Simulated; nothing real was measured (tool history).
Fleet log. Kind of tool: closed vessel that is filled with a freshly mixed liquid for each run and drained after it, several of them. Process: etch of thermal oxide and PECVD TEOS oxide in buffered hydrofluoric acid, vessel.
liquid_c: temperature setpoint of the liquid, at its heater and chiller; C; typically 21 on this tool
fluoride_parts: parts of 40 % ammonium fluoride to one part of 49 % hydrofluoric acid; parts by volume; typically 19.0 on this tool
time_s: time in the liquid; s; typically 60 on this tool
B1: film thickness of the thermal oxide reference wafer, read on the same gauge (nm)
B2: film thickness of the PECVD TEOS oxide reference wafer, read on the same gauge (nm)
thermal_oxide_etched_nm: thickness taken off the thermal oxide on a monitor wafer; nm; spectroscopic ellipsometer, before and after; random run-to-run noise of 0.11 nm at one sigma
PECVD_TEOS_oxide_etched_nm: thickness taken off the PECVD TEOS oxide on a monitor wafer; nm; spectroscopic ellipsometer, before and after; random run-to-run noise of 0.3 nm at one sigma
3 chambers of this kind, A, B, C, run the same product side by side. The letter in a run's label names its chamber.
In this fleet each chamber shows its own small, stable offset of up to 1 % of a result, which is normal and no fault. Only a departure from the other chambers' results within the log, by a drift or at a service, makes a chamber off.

{"run": "1C", "day": 0.321, "liquid_c": 21, "fluoride_parts": 19.0, "time_s": 60, "B1": 130.0, "B2": 30.012, "thermal_oxide_etched_nm": 30.982, "PECVD_TEOS_oxide_etched_nm": 44.105}
{"run": "2B", "day": 0.767, "liquid_c": 21, "fluoride_parts": 19.0, "time_s": 60, "B1": 129.97, "B2": 30.026, "thermal_oxide_etched_nm": 31.025, "PECVD_TEOS_oxide_etched_nm": 43.375}
{"run": "3A", "day": 1.071, "liquid_c": 21, "fluoride_parts": 19.0, "time_s": 60, "B1": 130.01, "B2": 30.012, "thermal_oxide_etched_nm": 31.393, "PECVD_TEOS_oxide_etched_nm": 43.564}
{"run": "4A", "day": 1.5, "liquid_c": 21, "fluoride_parts": 19.0, "time_s": 60, "B1": 130.02, "B2": 30.011, "thermal_oxide_etched_nm": 31.214, "PECVD_TEOS_oxide_etched_nm": 43.776}
{"run": "5C", "day": 1.95, "liquid_c": 21, "fluoride_parts": 19.0, "time_s": 60, "B1": 129.98, "B2": 29.996, "thermal_oxide_etched_nm": 30.995, "PECVD_TEOS_oxide_etched_nm": 43.77}
{"day": 2.162, "done": "chamber A: hydrofluoric acid flow meter replaced"}
{"run": "6B", "day": 2.575, "liquid_c": 21, "fluoride_parts": 19.0, "time_s": 60, "B1": 129.97, "B2": 30.026, "thermal_oxide_etched_nm": 30.934, "PECVD_TEOS_oxide_etched_nm": 43.357}
{"run": "7C", "day": 3.179, "liquid_c": 21, "fluoride_parts": 19.0, "time_s": 60, "B1": 129.95, "B2": 29.983, "thermal_oxide_etched_nm": 30.883, "PECVD_TEOS_oxide_etched_nm": 43.799}
{"run": "8B", "day": 3.808, "liquid_c": 21, "fluoride_parts": 19.0, "time_s": 30, "B1": 130.02, "B2": 29.996, "thermal_oxide_etched_nm": 15.469, "PECVD_TEOS_oxide_etched_nm": 21.791}
{"run": "9A", "day": 4.142, "liquid_c": 21, "fluoride_parts": 19.0, "time_s": 30, "B1": 130.0, "B2": 30.011, "thermal_oxide_etched_nm": 15.551, "PECVD_TEOS_oxide_etched_nm": 21.466}
{"run": "10B", "day": 4.762, "liquid_c": 21, "fluoride_parts": 19.0, "time_s": 30, "B1": 129.94, "B2": 29.991, "thermal_oxide_etched_nm": 15.536, "PECVD_TEOS_oxide_etched_nm": 21.721}
{"day": 4.888, "done": "chamber C: thermometer replaced"}
{"run": "11C", "day": 5.204, "liquid_c": 21, "fluoride_parts": 19.0, "time_s": 60, "B1": 129.98, "B2": 29.99, "thermal_oxide_etched_nm": 30.789, "PECVD_TEOS_oxide_etched_nm": 43.461}
{"run": "12A", "day": 5.812, "liquid_c": 21, "fluoride_parts": 19.0, "time_s": 60, "B1": 129.98, "B2": 30.013, "thermal_oxide_etched_nm": 31.118, "PECVD_TEOS_oxide_etched_nm": 43.533}
{"run": "13B", "day": 6.196, "liquid_c": 21, "fluoride_parts": 19.0, "time_s": 60, "B1": 130.0, "B2": 29.991, "thermal_oxide_etched_nm": 31.008, "PECVD_TEOS_oxide_etched_nm": 43.372}
{"run": "14C", "day": 6.562, "liquid_c": 21, "fluoride_parts": 19.0, "time_s": 60, "B1": 130.0, "B2": 29.999, "thermal_oxide_etched_nm": 30.755, "PECVD_TEOS_oxide_etched_nm": 43.792}
{"run": "15A", "day": 7.025, "liquid_c": 21, "fluoride_parts": 22.5, "time_s": 80, "B1": 130.0, "B2": 30.017, "thermal_oxide_etched_nm": 36.569, "PECVD_TEOS_oxide_etched_nm": 50.293}
{"run": "16C", "day": 7.358, "liquid_c": 21, "fluoride_parts": 22.5, "time_s": 80, "B1": 130.02, "B2": 29.999, "thermal_oxide_etched_nm": 36.188, "PECVD_TEOS_oxide_etched_nm": 51.334}
{"run": "17B", "day": 7.862, "liquid_c": 21, "fluoride_parts": 22.5, "time_s": 80, "B1": 129.97, "B2": 29.997, "thermal_oxide_etched_nm": 36.288, "PECVD_TEOS_oxide_etched_nm": 50.789}
{"run": "18A", "day": 8.262, "liquid_c": 21, "fluoride_parts": 19.0, "time_s": 60, "B1": 130.01, "B2": 29.999, "thermal_oxide_etched_nm": 31.272, "PECVD_TEOS_oxide_etched_nm": 43.158}
{"run": "19B", "day": 8.754, "liquid_c": 21, "fluoride_parts": 21.5, "time_s": 60, "B1": 130.0, "B2": 29.97, "thermal_oxide_etched_nm": 28.14, "PECVD_TEOS_oxide_etched_nm": 39.898}
{"run": "20A", "day": 9.05, "liquid_c": 21, "fluoride_parts": 21.5, "time_s": 60, "B1": 129.99, "B2": 30.019, "thermal_oxide_etched_nm": 27.968, "PECVD_TEOS_oxide_etched_nm": 39.121}
{"run": "21C", "day": 9.688, "liquid_c": 21, "fluoride_parts": 21.5, "time_s": 60, "B1": 130.01, "B2": 30.007, "thermal_oxide_etched_nm": 28.062, "PECVD_TEOS_oxide_etched_nm": 39.132}
{"run": "22A", "day": 10.092, "liquid_c": 21, "fluoride_parts": 19.0, "time_s": 50, "B1": 130.01, "B2": 29.979, "thermal_oxide_etched_nm": 25.968, "PECVD_TEOS_oxide_etched_nm": 36.173}
{"run": "23C", "day": 10.629, "liquid_c": 21, "fluoride_parts": 19.0, "time_s": 50, "B1": 129.99, "B2": 29.984, "thermal_oxide_etched_nm": 25.669, "PECVD_TEOS_oxide_etched_nm": 36.731}
{"run": "24B", "day": 11.188, "liquid_c": 21, "fluoride_parts": 19.0, "time_s": 50, "B1": 129.97, "B2": 30.001, "thermal_oxide_etched_nm": 25.994, "PECVD_TEOS_oxide_etched_nm": 36.141}
{"run": "25A", "day": 11.492, "liquid_c": 21, "fluoride_parts": 19.0, "time_s": 60, "B1": 129.99, "B2": 30.014, "thermal_oxide_etched_nm": 31.303, "PECVD_TEOS_oxide_etched_nm": 43.432}
{"run": "26C", "day": 12.138, "liquid_c": 21, "fluoride_parts": 19.0, "time_s": 60, "B1": 130.0, "B2": 30.01, "thermal_oxide_etched_nm": 30.906, "PECVD_TEOS_oxide_etched_nm": 43.567}
{"run": "27B", "day": 12.458, "liquid_c": 21, "fluoride_parts": 19.0, "time_s": 60, "B1": 129.98, "B2": 30.011, "thermal_oxide_etched_nm": 31.185, "PECVD_TEOS_oxide_etched_nm": 43.155}
{"run": "28B", "day": 12.942, "liquid_c": 21, "fluoride_parts": 19.0, "time_s": 60, "B1": 129.97, "B2": 30.022, "thermal_oxide_etched_nm": 31.076, "PECVD_TEOS_oxide_etched_nm": 43.367}
{"run": "29C", "day": 13.25, "liquid_c": 21, "fluoride_parts": 19.0, "time_s": 60, "B1": 129.98, "B2": 29.997, "thermal_oxide_etched_nm": 30.785, "PECVD_TEOS_oxide_etched_nm": 43.52}
{"run": "30A", "day": 13.662, "liquid_c": 21, "fluoride_parts": 19.0, "time_s": 60, "B1": 129.98, "B2": 30.005, "thermal_oxide_etched_nm": 31.432, "PECVD_TEOS_oxide_etched_nm": 43.97}
{"run": "31B", "day": 14.021, "liquid_c": 21, "fluoride_parts": 19.0, "time_s": 60, "B1": 129.99, "B2": 30.0, "thermal_oxide_etched_nm": 30.96, "PECVD_TEOS_oxide_etched_nm": 43.237}
{"run": "32A", "day": 14.388, "liquid_c": 21, "fluoride_parts": 19.0, "time_s": 60, "B1": 129.99, "B2": 29.982, "thermal_oxide_etched_nm": 31.036, "PECVD_TEOS_oxide_etched_nm": 42.86}
{"run": "33C", "day": 14.846, "liquid_c": 19, "fluoride_parts": 19.0, "time_s": 60, "B1": 129.98, "B2": 30.009, "thermal_oxide_etched_nm": 27.485, "PECVD_TEOS_oxide_etched_nm": 38.871}
{"run": "34A", "day": 15.454, "liquid_c": 19, "fluoride_parts": 19.0, "time_s": 60, "B1": 129.97, "B2": 30.028, "thermal_oxide_etched_nm": 27.963, "PECVD_TEOS_oxide_etched_nm": 38.518}
{"run": "35B", "day": 15.812, "liquid_c": 19, "fluoride_parts": 19.0, "time_s": 60, "B1": 129.99, "B2": 30.005, "thermal_oxide_etched_nm": 27.699, "PECVD_TEOS_oxide_etched_nm": 39.216}
{"run": "36C", "day": 16.25, "liquid_c": 21, "fluoride_parts": 19.0, "time_s": 60, "B1": 129.98, "B2": 30.02, "thermal_oxide_etched_nm": 31.01, "PECVD_TEOS_oxide_etched_nm": 43.648}

The same settings go to every chamber for the next run, one line per chamber below. Forecast the results for each:
{"run": "37A", "day": 16.712, "liquid_c": 21, "fluoride_parts": 19.0, "time_s": 60, "thermal_oxide_etched_nm": "?", "PECVD_TEOS_oxide_etched_nm": "?"}
{"run": "37B", "day": 16.712, "liquid_c": 21, "fluoride_parts": 19.0, "time_s": 60, "thermal_oxide_etched_nm": "?", "PECVD_TEOS_oxide_etched_nm": "?"}
{"run": "37C", "day": 16.712, "liquid_c": 21, "fluoride_parts": 19.0, "time_s": 60, "thermal_oxide_etched_nm": "?", "PECVD_TEOS_oxide_etched_nm": "?"}

run=37A thermal_oxide_etched_nm=31.174 PECVD_TEOS_oxide_etched_nm=42.995
run=37B thermal_oxide_etched_nm=30.943 PECVD_TEOS_oxide_etched_nm=43.138
run=37C thermal_oxide_etched_nm=30.824 PECVD_TEOS_oxide_etched_nm=43.569

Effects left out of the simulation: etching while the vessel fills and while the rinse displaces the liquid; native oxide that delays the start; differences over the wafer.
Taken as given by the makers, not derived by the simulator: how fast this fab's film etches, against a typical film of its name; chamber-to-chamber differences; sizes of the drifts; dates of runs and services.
